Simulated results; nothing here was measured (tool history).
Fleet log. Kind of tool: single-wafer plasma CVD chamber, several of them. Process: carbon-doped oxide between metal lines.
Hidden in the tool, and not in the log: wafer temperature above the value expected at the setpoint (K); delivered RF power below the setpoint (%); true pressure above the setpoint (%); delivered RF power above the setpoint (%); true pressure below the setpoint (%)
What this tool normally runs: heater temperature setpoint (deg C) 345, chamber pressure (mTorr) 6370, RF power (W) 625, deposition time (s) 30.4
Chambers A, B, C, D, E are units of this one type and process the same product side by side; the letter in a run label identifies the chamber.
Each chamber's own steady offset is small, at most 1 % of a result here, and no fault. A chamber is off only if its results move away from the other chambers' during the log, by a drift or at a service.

| run | hour | heater temperature setpoint (deg C) | chamber pressure (mTorr) | RF power (W) | deposition time (s) | hours since the last thermocouple change | hours since the last RF generator calibration | hours since the last manometer calibration | read-back reference wafer on the same gauge, thickness_nm | mean film thickness on the monitor wafer (nm) |
|---|---|---|---|---|---|---|---|---|---|---|
| 1D | 5.5 | 345 | 6370 | 625 | 30.4 | 1923.6 | 941.9 | 478.6 | 214.24 | 186.42 |
| 2B | 10.7 | 345 | 6370 | 625 | 30.4 | 1333 | 754.1 | 585 | 214.08 | 183.95 |
| 3E | 18.3 | 345 | 6370 | 625 | 30.4 | 1783 | 130.3 | 1099.9 | 213.71 | 187.65 |
| 4C | 23.5 | 345 | 6370 | 625 | 30.4 | 1439.9 | 921.4 | 579.8 | 214.11 | 184.68 |
| 5A | 30.6 | 345 | 6370 | 625 | 30.4 | 2571.8 | 377.3 | 86.6 | 214.16 | 183.77 |
| 6D | 35.2 | 345 | 6370 | 625 | 30.4 | 1953.3 | 971.6 | 508.3 | 214.2 | 185.4 |
| 7B | 40.1 | 345 | 6370 | 625 | 30.4 | 1362.4 | 783.5 | 614.4 | 214.08 | 183.91 |
| 8E | 44.3 | 339 | 7070 | 625 | 30.4 | 1809 | 156.3 | 1125.9 | 213.98 | 192.84 |
| 9C | 53.7 | 339 | 7070 | 625 | 30.4 | 1470.1 | 951.6 | 610 | 214.07 | 189.87 |
| 10A | 61.5 | 339 | 7070 | 625 | 30.4 | 2602.7 | 408.2 | 117.5 | 213.74 | 187.72 |
| 11A | 68.8 | 339 | 7070 | 625 | 30.4 | 2610 | 415.5 | 124.8 | 214.16 | 187.79 |
| 12D | 74.5 | 339 | 7070 | 625 | 30.4 | 1992.6 | 1010.9 | 547.6 | 213.85 | 190.69 |
| 13C | 78.9 | 345 | 6370 | 625 | 30.4 | 1495.3 | 976.8 | 635.2 | 214.02 | 183.85 |
| 14E | 85.8 | 345 | 6370 | 625 | 30.4 | 1850.5 | 197.8 | 1167.4 | 213.97 | 187.2 |
| 15B | 90.6 | 345 | 6370 | 625 | 30.4 | 1412.9 | 834 | 664.9 | 214.13 | 184.22 |
| 16A | 95.5 | 345 | 6370 | 625 | 30.4 | 2636.7 | 442.2 | 151.5 | 214.11 | 181.72 |
| 17D | 104.8 | 345 | 6370 | 625 | 30.4 | 2022.9 | 1041.2 | 577.9 | 214.17 | 184.32 |
| 18C | 113.2 | 345 | 6370 | 625 | 30.4 | 1529.6 | 1011.1 | 669.5 | 213.9 | 184.87 |
| 19E | 120.8 | 345 | 6370 | 625 | 30.4 | 1885.5 | 232.8 | 1202.4 | 214.24 | 187.03 |
| 20B | 125.4 | 345 | 6370 | 625 | 30.4 | 1447.7 | 868.8 | 699.7 | 214.27 | 185.33 |
| 21B | 134.6 | 345 | 6370 | 625 | 30.4 | 1456.9 | 878 | 708.9 | 214.05 | 183.58 |
| 22E | 139.5 | 345 | 6370 | 625 | 30.4 | 1904.2 | 251.5 | 1221.1 | 213.91 | 187.13 |
| 23D | 145.3 | 355 | 6370 | 625 | 27.7 | 2063.4 | 1081.7 | 618.4 | 213.93 | 164.99 |
| 24C | 151.8 | 355 | 6370 | 625 | 27.7 | 1568.2 | 1049.7 | 708.1 | 213.71 | 163.54 |
| 25A | 156.5 | 355 | 6370 | 625 | 27.7 | 2697.7 | 503.2 | 212.5 | 214.06 | 158.84 |
| 26B | 160.6 | 355 | 6370 | 625 | 27.7 | 1482.9 | 904 | 734.9 | 214.09 | 162.64 |
| 27A | 167.6 | 355 | 6370 | 625 | 27.7 | 2708.8 | 514.3 | 223.6 | 213.71 | 158.62 |
| 28D | 172 | 345 | 6370 | 625 | 30.4 | 2090.1 | 1108.4 | 645.1 | 213.84 | 186.52 |
| 29C | 179.5 | 345 | 6370 | 625 | 30.4 | 1595.9 | 1077.4 | 735.8 | 214.1 | 184.98 |
| 30E | 187.1 | 345 | 6370 | 625 | 30.4 | 1951.8 | 299.1 | 1268.7 | 214.15 | 187.97 |
| 31A | 195.2 | 345 | 6370 | 625 | 30.4 | 2736.4 | 541.9 | 251.2 | 214.08 | 177.65 |

Is one chamber off against the others, does the gauge drift, or is nothing wrong? If a chamber is off, say which, and what the likeliest cause is.

Chamber A drifts away from the others.
Most likely cause: delivered RF power below the setpoint (%) = 5.86.

Below are 4 candidate recipes for chamber A's next run, each the usual settings with a change, their results shown as question marks. Which of them brings A's results back in line with what the other chambers give on the usual settings?
Counts as in line when no further than this from what the other chambers average on the usual settings: mean film thickness on the monitor wafer (nm) 2.9
| 32A-1 | 201.9 | 345 | 6370 | 580 | 30.4 |  |  |  |  | ? |
| 32A-2 | 201.9 | 343 | 6370 | 665 | 30.4 |  |  |  |  | ? |
| 32A-3 | 201.9 | 345 | 6360 | 620 | 30.1 |  |  |  |  | ? |
| 32A-4 | 201.9 | 344 | 6370 | 635 | 30.4 |  |  |  |  | ? |

Mean of the other chambers on the usual settings: mean film thickness on the monitor wafer (nm) 185.32
| run | mean film thickness on the monitor wafer (nm) |
|---|---|
| 32A-1 | 169.89 |
| 32A-2 | 185.99 |
| 32A-3 | 175.31 |
| 32A-4 | 180.23 |
32A-2 is the one that brings the chamber's results back in line with the other chambers.

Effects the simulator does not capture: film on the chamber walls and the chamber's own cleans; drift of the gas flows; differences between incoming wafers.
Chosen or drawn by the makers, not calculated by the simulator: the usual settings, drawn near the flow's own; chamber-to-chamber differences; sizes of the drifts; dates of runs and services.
